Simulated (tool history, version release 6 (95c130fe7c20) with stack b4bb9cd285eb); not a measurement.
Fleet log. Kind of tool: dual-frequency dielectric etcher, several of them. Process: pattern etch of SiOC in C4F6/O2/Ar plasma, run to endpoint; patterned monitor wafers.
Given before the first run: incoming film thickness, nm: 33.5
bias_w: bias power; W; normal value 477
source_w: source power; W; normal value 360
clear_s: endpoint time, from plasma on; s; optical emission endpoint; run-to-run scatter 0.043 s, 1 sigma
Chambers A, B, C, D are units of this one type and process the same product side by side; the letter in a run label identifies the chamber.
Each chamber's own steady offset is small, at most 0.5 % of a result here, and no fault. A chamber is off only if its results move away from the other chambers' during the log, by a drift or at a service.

run 1D hour=9.4 | bias_w=477 source_w=360 | clear_s=11.904
run 2A hour=18.1 | bias_w=477 source_w=360 | clear_s=11.928
-- hour=27.7 chamber A: wet clean of the chamber
run 3B hour=31.4 | bias_w=477 source_w=360 | clear_s=11.937
run 4C hour=39.2 | bias_w=477 source_w=360 | clear_s=11.899
run 5B hour=50.0 | bias_w=477 source_w=360 | clear_s=11.935
run 6A hour=64.9 | bias_w=576 source_w=310 | clear_s=11.773
run 7D hour=75.7 | bias_w=576 source_w=310 | clear_s=11.804
run 8C hour=90.0 | bias_w=576 source_w=310 | clear_s=11.756
run 9A hour=104.5 | bias_w=576 source_w=310 | clear_s=11.803
run 10D hour=116.1 | bias_w=477 source_w=360 | clear_s=11.947
run 11C hour=125.6 | bias_w=591 source_w=300 | clear_s=11.778
run 12B hour=139.7 | bias_w=591 source_w=300 | clear_s=11.742
run 13C hour=150.3 | bias_w=591 source_w=300 | clear_s=11.758
run 14D hour=157.7 | bias_w=591 source_w=300 | clear_s=11.789
run 15B hour=169.7 | bias_w=477 source_w=360 | clear_s=11.844
run 16A hour=176.8 | bias_w=477 source_w=360 | clear_s=11.918
run 17A hour=185.4 | bias_w=477 source_w=300 | clear_s=12.787
-- hour=185.7 chamber D: wet clean of the chamber
run 18C hour=197.8 | bias_w=477 source_w=300 | clear_s=12.748
run 19B hour=205.3 | bias_w=477 source_w=300 | clear_s=12.724
run 20D hour=217.5 | bias_w=477 source_w=300 | clear_s=12.470
run 21A hour=229.6 | bias_w=477 source_w=360 | clear_s=12.008
run 22C hour=236.6 | bias_w=477 source_w=360 | clear_s=11.959
run 23D hour=251.5 | bias_w=477 source_w=360 | clear_s=11.717
run 24B hour=265.1 | bias_w=477 source_w=360 | clear_s=11.885
run 25D hour=272.3 | bias_w=477 source_w=360 | clear_s=11.696
run 26B hour=281.7 | bias_w=477 source_w=360 | clear_s=11.874
run 27A hour=293.0 | bias_w=477 source_w=360 | clear_s=11.985
run 28C hour=307.9 | bias_w=477 source_w=360 | clear_s=11.851
-- hour=311.3 chamber B: bias power generator calibrated
run 29A hour=315.3 | bias_w=477 source_w=360 | clear_s=11.969
run 30D hour=327.2 | bias_w=555 source_w=330 | clear_s=11.415
run 31B hour=338.9 | bias_w=555 source_w=330 | clear_s=11.583
-- hour=344.4 chamber B: wet clean of the chamber
run 32C hour=352.2 | bias_w=555 source_w=330 | clear_s=11.662
run 33D hour=367.5 | bias_w=555 source_w=330 | clear_s=11.372
run 34A hour=376.1 | bias_w=477 source_w=360 | clear_s=11.960
-- hour=382.5 chamber C: wet clean of the chamber
run 35B hour=383.9 | bias_w=477 source_w=360 | clear_s=11.880
run 36C hour=393.7 | bias_w=477 source_w=360 | clear_s=11.849
run 37A hour=404.2 | bias_w=477 source_w=360 | clear_s=11.932
run 38D hour=414.2 | bias_w=372 source_w=270 | clear_s=14.164
run 39B hour=429.0 | bias_w=372 source_w=270 | clear_s=14.507
run 40C hour=436.9 | bias_w=372 source_w=270 | clear_s=14.558
run 41A hour=446.3 | bias_w=372 source_w=270 | clear_s=14.579
run 42B hour=459.7 | bias_w=550 source_w=360 | clear_s=11.288

Which is it: a chamber that has drifted or been left off by a service, a gauge drift common to all chambers, or only each chamber's usual small offset? If a chamber is off, name it and its likeliest cause.

Chamber D has stood off from the others ever since a service on it.
Cause: etch rate over this chamber's usual, % = 2.4.

Which of the 4 candidates below, each the usual settings with something changed and its results left as question marks, puts chamber D back in line with what the other chambers give on the usual settings?
In line here means within this much of the mean the other chambers give on the usual settings: clear_s 0.150 s
run 43D-1 hour=470.9 | bias_w=504 source_w=360 | clear_s=?
run 43D-2 hour=470.9 | bias_w=463 source_w=350 | clear_s=?
run 43D-3 hour=470.9 | bias_w=421 source_w=360 | clear_s=?
run 43D-4 hour=470.9 | bias_w=505 source_w=380 | clear_s=?

Usual-settings mean across the other chambers: clear_s 11.929 s
run=43D-1 clear_s=11.431
run=43D-2 clear_s=11.920
run=43D-3 clear_s=12.215
run=43D-4 clear_s=11.198
The right change is 43D-2: it brings the chamber back within the allowed miss of the others.

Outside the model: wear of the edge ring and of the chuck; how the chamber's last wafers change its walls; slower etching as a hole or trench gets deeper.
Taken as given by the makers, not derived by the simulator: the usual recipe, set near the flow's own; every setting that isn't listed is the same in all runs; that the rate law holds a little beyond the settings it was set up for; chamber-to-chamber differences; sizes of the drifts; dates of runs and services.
